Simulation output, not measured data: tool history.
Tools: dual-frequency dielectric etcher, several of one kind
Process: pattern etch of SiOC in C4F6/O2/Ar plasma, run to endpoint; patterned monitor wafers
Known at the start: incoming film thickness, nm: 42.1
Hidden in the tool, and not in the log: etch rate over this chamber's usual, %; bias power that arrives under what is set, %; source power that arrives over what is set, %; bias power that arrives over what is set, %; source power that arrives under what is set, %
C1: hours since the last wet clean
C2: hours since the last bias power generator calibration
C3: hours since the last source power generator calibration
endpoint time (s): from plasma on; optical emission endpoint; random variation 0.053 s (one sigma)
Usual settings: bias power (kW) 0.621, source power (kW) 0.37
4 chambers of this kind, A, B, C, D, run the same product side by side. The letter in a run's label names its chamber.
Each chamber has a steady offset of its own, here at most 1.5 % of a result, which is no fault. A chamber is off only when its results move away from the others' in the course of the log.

run 1C hour=5.2 | bias_power_(kW)=0.621 source_power_(kW)=0.37 | C1=270.1 C2=764.5 C3=1133.5 | endpoint_time_(s)=13.436
run 2B hour=9.9 | bias_power_(kW)=0.621 source_power_(kW)=0.37 | C1=11 C2=167.7 C3=80.5 | endpoint_time_(s)=13.488
run 3A hour=14.2 | bias_power_(kW)=0.621 source_power_(kW)=0.37 | C1=526.4 C2=4221.5 C3=885.3 | endpoint_time_(s)=13.35
run 4D hour=16.9 | bias_power_(kW)=0.621 source_power_(kW)=0.37 | C1=194.9 C2=1322.6 C3=1128 | endpoint_time_(s)=13.599
run 5A hour=20.7 | bias_power_(kW)=0.621 source_power_(kW)=0.37 | C1=532.9 C2=4228 C3=891.8 | endpoint_time_(s)=13.429
run 6D hour=25.3 | bias_power_(kW)=0.621 source_power_(kW)=0.37 | C1=203.3 C2=1331 C3=1136.4 | endpoint_time_(s)=13.575
run 7B hour=28.6 | bias_power_(kW)=0.621 source_power_(kW)=0.37 | C1=29.7 C2=186.4 C3=99.2 | endpoint_time_(s)=13.438
run 8C hour=33.2 | bias_power_(kW)=0.621 source_power_(kW)=0.37 | C1=298.1 C2=792.5 C3=1161.5 | endpoint_time_(s)=13.448
run 9A hour=37.1 | bias_power_(kW)=0.621 source_power_(kW)=0.37 | C1=549.3 C2=4244.4 C3=908.2 | endpoint_time_(s)=13.328
run 10D hour=41.4 | bias_power_(kW)=0.621 source_power_(kW)=0.37 | C1=219.4 C2=1347.1 C3=1152.5 | endpoint_time_(s)=13.672
run 11C hour=47 | bias_power_(kW)=0.621 source_power_(kW)=0.37 | C1=311.9 C2=806.3 C3=1175.3 | endpoint_time_(s)=13.411
run 12B hour=50.8 | bias_power_(kW)=0.621 source_power_(kW)=0.37 | C1=51.9 C2=208.6 C3=121.4 | endpoint_time_(s)=13.497
run 13A hour=55.7 | bias_power_(kW)=0.621 source_power_(kW)=0.37 | C1=567.9 C2=4263 C3=926.8 | endpoint_time_(s)=13.346
run 14D hour=58.8 | bias_power_(kW)=0.621 source_power_(kW)=0.37 | C1=236.8 C2=1364.5 C3=1169.9 | endpoint_time_(s)=13.666
run 15C hour=62.8 | bias_power_(kW)=0.621 source_power_(kW)=0.37 | C1=327.7 C2=822.1 C3=1191.1 | endpoint_time_(s)=13.396
run 16B hour=67.2 | bias_power_(kW)=0.621 source_power_(kW)=0.37 | C1=68.3 C2=225 C3=137.8 | endpoint_time_(s)=13.477
run 17D hour=70.9 | bias_power_(kW)=0.621 source_power_(kW)=0.37 | C1=248.9 C2=1376.6 C3=1182 | endpoint_time_(s)=13.641
run 18C hour=75.7 | bias_power_(kW)=0.621 source_power_(kW)=0.37 | C1=340.6 C2=835 C3=1204 | endpoint_time_(s)=13.486
run 19A hour=81.1 | bias_power_(kW)=0.621 source_power_(kW)=0.37 | C1=593.3 C2=4288.4 C3=952.2 | endpoint_time_(s)=13.356
-- hour=82.4 chamber A: wet clean of the chamber
run 20B hour=85.1 | bias_power_(kW)=0.621 source_power_(kW)=0.37 | C1=86.2 C2=242.9 C3=155.7 | endpoint_time_(s)=13.448
run 21C hour=88.1 | bias_power_(kW)=0.621 source_power_(kW)=0.37 | C1=353 C2=847.4 C3=1216.4 | endpoint_time_(s)=13.355
run 22B hour=91.5 | bias_power_(kW)=0.621 source_power_(kW)=0.37 | C1=92.6 C2=249.3 C3=162.1 | endpoint_time_(s)=13.515
run 23A hour=95.8 | bias_power_(kW)=0.621 source_power_(kW)=0.37 | C1=13.4 C2=4303.1 C3=966.9 | endpoint_time_(s)=13.389
run 24D hour=99.2 | bias_power_(kW)=0.621 source_power_(kW)=0.37 | C1=277.2 C2=1404.9 C3=1210.3 | endpoint_time_(s)=13.647
run 25C hour=104.6 | bias_power_(kW)=0.621 source_power_(kW)=0.37 | C1=369.5 C2=863.9 C3=1232.9 | endpoint_time_(s)=13.314
run 26A hour=108.6 | bias_power_(kW)=0.621 source_power_(kW)=0.44 | C1=26.2 C2=4315.9 C3=979.7 | endpoint_time_(s)=12.678
run 27D hour=113.7 | bias_power_(kW)=0.621 source_power_(kW)=0.44 | C1=291.7 C2=1419.4 C3=1224.8 | endpoint_time_(s)=12.723
run 28B hour=118.4 | bias_power_(kW)=0.621 source_power_(kW)=0.44 | C1=119.5 C2=276.2 C3=189 | endpoint_time_(s)=12.622
run 29D hour=121.8 | bias_power_(kW)=0.621 source_power_(kW)=0.44 | C1=299.8 C2=1427.5 C3=1232.9 | endpoint_time_(s)=12.748
run 30B hour=126.4 | bias_power_(kW)=0.621 source_power_(kW)=0.37 | C1=127.5 C2=284.2 C3=197 | endpoint_time_(s)=13.495
run 31C hour=129.1 | bias_power_(kW)=0.621 source_power_(kW)=0.37 | C1=394 C2=888.4 C3=1257.4 | endpoint_time_(s)=13.157
run 32A hour=133.2 | bias_power_(kW)=0.532 source_power_(kW)=0.29 | C1=50.8 C2=4340.5 C3=1004.3 | endpoint_time_(s)=15.364
run 33D hour=138.9 | bias_power_(kW)=0.532 source_power_(kW)=0.29 | C1=316.9 C2=1444.6 C3=1250 | endpoint_time_(s)=15.798
run 34B hour=144.3 | bias_power_(kW)=0.532 source_power_(kW)=0.29 | C1=145.4 C2=302.1 C3=214.9 | endpoint_time_(s)=15.65
run 35C hour=148.3 | bias_power_(kW)=0.532 source_power_(kW)=0.29 | C1=413.2 C2=907.6 C3=1276.6 | endpoint_time_(s)=15.143
run 36A hour=153.5 | bias_power_(kW)=0.621 source_power_(kW)=0.37 | C1=71.1 C2=4360.8 C3=1024.6 | endpoint_time_(s)=13.388
run 37A hour=158.4 | bias_power_(kW)=0.5 source_power_(kW)=0.42 | C1=76 C2=4365.7 C3=1029.5 | endpoint_time_(s)=13.896
run 38D hour=163 | bias_power_(kW)=0.5 source_power_(kW)=0.42 | C1=341 C2=1468.7 C3=1274.1 | endpoint_time_(s)=14.034
run 39B hour=165.5 | bias_power_(kW)=0.5 source_power_(kW)=0.42 | C1=166.6 C2=323.3 C3=236.1 | endpoint_time_(s)=13.903
run 40C hour=168.6 | bias_power_(kW)=0.5 source_power_(kW)=0.42 | C1=433.5 C2=927.9 C3=1296.9 | endpoint_time_(s)=13.368
run 41D hour=173.9 | bias_power_(kW)=0.621 source_power_(kW)=0.37 | C1=351.9 C2=1479.6 C3=1285 | endpoint_time_(s)=13.539
run 42B hour=178.3 | bias_power_(kW)=0.692 source_power_(kW)=0.37 | C1=179.4 C2=336.1 C3=248.9 | endpoint_time_(s)=12.983
run 43C hour=182.2 | bias_power_(kW)=0.692 source_power_(kW)=0.37 | C1=447.1 C2=941.5 C3=1310.5 | endpoint_time_(s)=12.257
run 44A hour=187 | bias_power_(kW)=0.692 source_power_(kW)=0.37 | C1=104.6 C2=4394.3 C3=1058.1 | endpoint_time_(s)=12.803

Is one chamber off against the others, does the gauge drift, or is nothing wrong? If a chamber is off, say which, and what the likeliest cause is.

Chamber C drifts away from the others.
Cause: etch rate over this chamber's usual, % = 5.07.

Here are 4 candidates for chamber C's next run, each the usual settings with a change, their results left as question marks. Which one brings its results back in line with what the others give on the usual settings?
In line means no further than this from the other chambers' mean on the usual settings: endpoint time (s) 0.19
run 45C-1 hour=191 | bias_power_(kW)=0.594 source_power_(kW)=0.36 | endpoint_time_(s)=?
run 45C-2 hour=191 | bias_power_(kW)=0.671 source_power_(kW)=0.37 | endpoint_time_(s)=?
run 45C-3 hour=191 | bias_power_(kW)=0.529 source_power_(kW)=0.37 | endpoint_time_(s)=?
run 45C-4 hour=191 | bias_power_(kW)=0.67 source_power_(kW)=0.4 | endpoint_time_(s)=?

The other chambers' mean on the usual settings: endpoint time (s) 13.489
run=45C-1 endpoint_time_(s)=13.107
run=45C-2 endpoint_time_(s)=12.387
run=45C-3 endpoint_time_(s)=13.552
run=45C-4 endpoint_time_(s)=12.046
45C-3 brings the chamber back in line.

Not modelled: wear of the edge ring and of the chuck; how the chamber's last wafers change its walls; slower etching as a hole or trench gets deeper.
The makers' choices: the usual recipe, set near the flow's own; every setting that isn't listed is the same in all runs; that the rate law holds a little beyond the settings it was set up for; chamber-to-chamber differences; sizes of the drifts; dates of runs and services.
